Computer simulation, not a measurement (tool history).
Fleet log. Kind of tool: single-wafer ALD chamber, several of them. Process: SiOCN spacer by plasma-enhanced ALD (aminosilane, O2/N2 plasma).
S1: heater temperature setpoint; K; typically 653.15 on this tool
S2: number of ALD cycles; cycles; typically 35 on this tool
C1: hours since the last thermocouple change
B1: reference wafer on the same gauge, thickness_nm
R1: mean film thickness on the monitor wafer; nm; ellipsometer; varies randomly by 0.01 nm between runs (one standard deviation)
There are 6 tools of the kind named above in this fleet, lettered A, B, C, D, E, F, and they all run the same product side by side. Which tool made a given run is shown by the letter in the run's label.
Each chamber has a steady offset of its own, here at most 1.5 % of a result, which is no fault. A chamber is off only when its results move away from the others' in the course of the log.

Run 1D, hour 5.2: usual settings; C1 1055; B1 2.1721. Result: R1 2.1017 nm.
Run 2B, hour 10.1: usual settings; C1 297.3; B1 2.1722. Result: R1 2.0951 nm.
Run 3C, hour 14.8: usual settings; C1 972.4; B1 2.1707. Result: R1 2.1114 nm.
Run 4E, hour 20.3: usual settings; C1 35.5; B1 2.1719. Result: R1 2.1078 nm.
Run 5A, hour 24.3: usual settings; C1 1709.8; B1 2.1723. Result: R1 2.144 nm.
Run 6F, hour 30: usual settings; C1 866.7; B1 2.1723. Result: R1 2.1267 nm.
Run 7E, hour 36: usual settings but S1 646.15 K; C1 51.2; B1 2.1709. Result: R1 2.1109 nm.
Run 8B, hour 41.5: usual settings but S1 646.15 K; C1 328.7; B1 2.1686. Result: R1 2.0931 nm.
Run 9D, hour 45.4: usual settings but S1 646.15 K; C1 1095.2; B1 2.1699. Result: R1 2.1258 nm.
Run 10C, hour 50: usual settings but S1 646.15 K; C1 1007.6; B1 2.1684. Result: R1 2.1142 nm.
Run 11F, hour 55: usual settings but S1 646.15 K; C1 891.7; B1 2.1692. Result: R1 2.1378 nm.
Run 12A, hour 58.4: usual settings but S1 646.15 K; C1 1743.9; B1 2.1739. Result: R1 2.1453 nm.
Run 13A, hour 61.2: usual settings; C1 1746.7; B1 2.1692. Result: R1 2.1405 nm.
Run 14F, hour 66: usual settings; C1 902.7; B1 2.1721. Result: R1 2.1214 nm.
Run 15E, hour 69.1: usual settings; C1 84.3; B1 2.1699. Result: R1 2.1098 nm.
Run 16D, hour 75.1: usual settings; C1 1124.9; B1 2.1688. Result: R1 2.1266 nm.
Run 17B, hour 80.8: usual settings; C1 368; B1 2.1698. Result: R1 2.0931 nm.
Run 18C, hour 86: usual settings; C1 1043.6; B1 2.1683. Result: R1 2.1207 nm.
Run 19D, hour 88.9: usual settings; C1 1138.7; B1 2.1722. Result: R1 2.1467 nm.
Run 20A, hour 94: usual settings; C1 1779.5; B1 2.1721. Result: R1 2.1615 nm.
Run 21C, hour 98.5: usual settings but S1 665.15 K, S2 29 cycles; C1 1056.1; B1 2.1701. Result: R1 1.7653 nm.
Run 22E, hour 101.4: usual settings but S1 665.15 K, S2 29 cycles; C1 116.6; B1 2.1727. Result: R1 1.7555 nm.
Run 23F, hour 106.5: usual settings but S1 665.15 K, S2 29 cycles; C1 943.2; B1 2.1691. Result: R1 1.76 nm.
Run 24B, hour 109.6: usual settings but S1 665.15 K, S2 29 cycles; C1 396.8; B1 2.1721. Result: R1 1.7175 nm.
Run 25A, hour 113.3: usual settings but S1 665.15 K, S2 29 cycles; C1 1798.8; B1 2.169. Result: R1 1.7914 nm.
Run 26C, hour 119.2: usual settings but S1 665.15 K, S2 29 cycles; C1 1076.8; B1 2.1717. Result: R1 1.7589 nm.
Run 27D, hour 122.4: usual settings; C1 1172.2; B1 2.1698. Result: R1 2.1292 nm.
Run 28B, hour 127.5: usual settings; C1 414.7; B1 2.1683. Result: R1 2.1046 nm.
Run 29F, hour 132.1: usual settings; C1 968.8; B1 2.1685. Result: R1 2.1408 nm.
Run 30E, hour 137.4: usual settings; C1 152.6; B1 2.1697. Result: R1 2.0959 nm.
Run 31A, hour 141.2: usual settings; C1 1826.7; B1 2.1687. Result: R1 2.1487 nm.
Run 32E, hour 146.2: usual settings; C1 161.4; B1 2.1694. Result: R1 2.1139 nm.
Run 33D, hour 150.4: usual settings; C1 1200.2; B1 2.1699. Result: R1 2.1279 nm.
Run 34B, hour 153.8: usual settings; C1 441; B1 2.1694. Result: R1 2.0986 nm.
Run 35F, hour 157.6: usual settings; C1 994.3; B1 2.1706. Result: R1 2.1097 nm.
Run 36C, hour 163: usual settings; C1 1120.6; B1 2.1714. Result: R1 2.1209 nm.
Run 37A, hour 167.6: usual settings; C1 1853.1; B1 2.171. Result: R1 2.1401 nm.
Run 38E, hour 171.9: usual settings; C1 187.1; B1 2.1711. Result: R1 2.1078 nm.
Run 39F, hour 175.2: usual settings; C1 1011.9; B1 2.1716. Result: R1 2.107 nm.
Run 40C, hour 179.8: usual settings; C1 1137.4; B1 2.1697. Result: R1 2.1358 nm.

Is one chamber off against the others, does the gauge drift, or is nothing wrong? If a chamber is off, say which, and what the likeliest cause is.

The fleet is healthy, with each chamber sitting at its usual small offset and no drift in the gauge.
